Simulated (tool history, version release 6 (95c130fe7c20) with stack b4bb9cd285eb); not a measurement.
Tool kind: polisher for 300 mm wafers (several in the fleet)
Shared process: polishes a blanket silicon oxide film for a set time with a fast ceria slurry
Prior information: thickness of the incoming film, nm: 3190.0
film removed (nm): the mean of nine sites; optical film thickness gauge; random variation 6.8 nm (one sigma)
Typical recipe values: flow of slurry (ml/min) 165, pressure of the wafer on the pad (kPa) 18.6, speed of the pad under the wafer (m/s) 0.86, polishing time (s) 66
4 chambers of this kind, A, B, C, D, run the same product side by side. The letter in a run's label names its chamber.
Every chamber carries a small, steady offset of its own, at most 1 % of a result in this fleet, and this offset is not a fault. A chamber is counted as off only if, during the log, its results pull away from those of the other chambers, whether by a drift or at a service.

run,hour,flow of slurry (ml/min),pressure of the wafer on the pad (kPa),speed of the pad under the wafer (m/s),polishing time (s),wafers polished on this pad,hours since the slurry nozzle was cleaned,hours since the head pressure was calibrated,film removed (nm)
# hour 3.5: chamber A: worn pad replaced by a new one
1C,12.9,165,18.6,0.86,66,1261,286.8,348.4,923.89
2A,21.7,165,18.6,0.86,66,161,404.7,1332.9,919.29
# hour 23.8: chamber B: slurry nozzle cleaned
3B,31,165,18.6,0.86,66,411,7.3,303.7,919.23
4D,43.8,165,18.6,0.86,66,1522,145.4,987.4,917.56
# hour 46: chamber D: worn pad replaced by a new one
5B,51.8,165,18.6,0.86,66,596,28.1,324.5,920.42
# hour 58.7: chamber C: worn pad replaced by a new one
6D,62.4,165,18.6,0.86,66,146,164,1006,913.4
7C,74.8,165,18.6,0.86,66,143,348.7,410.3,920.32
8A,87.1,165,18.6,0.86,66,743,470.1,1398.3,923.15
# hour 95.4: chamber A: slurry nozzle cleaned
9C,102.4,165,18.6,0.86,66,389,376.3,437.9,936.98
10B,113.1,165,18.6,0.86,66,1141,89.4,385.8,911.28
11D,128,165,18.6,0.86,66,729,229.6,1071.6,919.84
# hour 137.4: chamber B: worn pad replaced by a new one
12A,138.6,165,18.6,0.86,66,1201,43.2,1449.8,920.72
13A,147.8,165,18.6,0.86,66,1283,52.4,1459,915.58
14D,155.3,135,18.6,0.96,66,972,256.9,1098.9,997.76
# hour 164.8: chamber A: worn pad replaced by a new one
15B,169.2,135,18.6,0.96,66,283,145.5,441.9,994.26
16C,181.5,135,18.6,0.96,66,1093,455.4,517,1011.5
17D,189.5,135,18.6,0.96,66,1276,291.1,1133.1,986.94
# hour 198: chamber C: worn pad replaced by a new one
18B,203.1,165,18.6,0.86,66,585,179.4,475.8,922.13
# hour 206.2: chamber D: worn pad replaced by a new one
19A,212.9,165,18.6,0.86,66,428,117.5,1524.1,916.84
20C,224.4,165,18.6,0.86,66,234,498.3,559.9,915.4
# hour 234.9: chamber D: slurry nozzle cleaned
21C,236.6,165,18.6,0.86,66,343,510.5,572.1,913.88
# hour 243: chamber A: head pressure recalibrated
# hour 246.8: chamber D: head pressure recalibrated
22B,251.8,165,18.6,0.86,66,1018,228.1,524.5,920.38
23D,264.1,165,18.6,0.86,66,515,29.3,17.4,921.12
# hour 271: chamber B: worn pad replaced by a new one
24A,275.4,165,18.6,0.86,66,984,180,32.5,886.65
# hour 276.9: chamber C: slurry nozzle cleaned
25C,288.8,165,18.6,0.86,66,807,12,624.3,926.26
26A,301.2,195,18.6,0.86,45,1214,205.8,58.3,613.3
27B,308.5,195,18.6,0.86,45,334,284.8,581.2,646.08
# hour 323.2: chamber A: worn pad replaced by a new one
28D,323.4,195,18.6,0.86,45,1042,88.6,76.7,644.9
29C,331.8,195,18.6,0.86,45,1190,55,667.3,645.52
30B,342.5,165,18.6,0.86,66,636,318.8,615.2,920.79
31D,352.2,165,18.6,0.86,66,1299,117.4,105.5,927.52
# hour 361.4: chamber C: worn pad replaced by a new one
32A,368.4,165,18.6,0.86,66,402,273,125.5,875.87
33C,378,165,18.6,0.86,66,148,101.2,713.5,930.12
# hour 378.4: chamber D: worn pad replaced by a new one
34B,393.8,215,18.6,0.86,54,1092,370.1,666.5,779.56
# hour 402: chamber B: worn pad replaced by a new one
35A,403.5,215,18.6,0.86,54,714,308.1,160.6,753.93
36D,418.6,215,18.6,0.86,54,358,183.8,171.9,770.48
37D,434.1,215,18.6,0.86,54,495,199.3,187.4,775.33
38C,442.6,135,18.6,0.68,66,723,165.8,778.1,704.94
39B,450.9,135,18.6,0.68,66,435,427.2,723.6,696.65
40A,466.1,135,18.6,0.68,66,1271,370.7,223.2,676.16
41D,482.2,135,18.6,0.68,66,923,247.4,235.5,700.4

The same settings go to every chamber for the next run, one line per chamber below. Forecast the results for each:
42A,493.9,165,18.6,0.86,66,,,,?
42B,493.9,165,18.6,0.86,66,,,,?
42C,493.9,165,18.6,0.86,66,,,,?
42D,493.9,165,18.6,0.86,66,,,,?

run,film removed (nm)
42A,891.28
42B,916
42C,915.19
42D,919.97

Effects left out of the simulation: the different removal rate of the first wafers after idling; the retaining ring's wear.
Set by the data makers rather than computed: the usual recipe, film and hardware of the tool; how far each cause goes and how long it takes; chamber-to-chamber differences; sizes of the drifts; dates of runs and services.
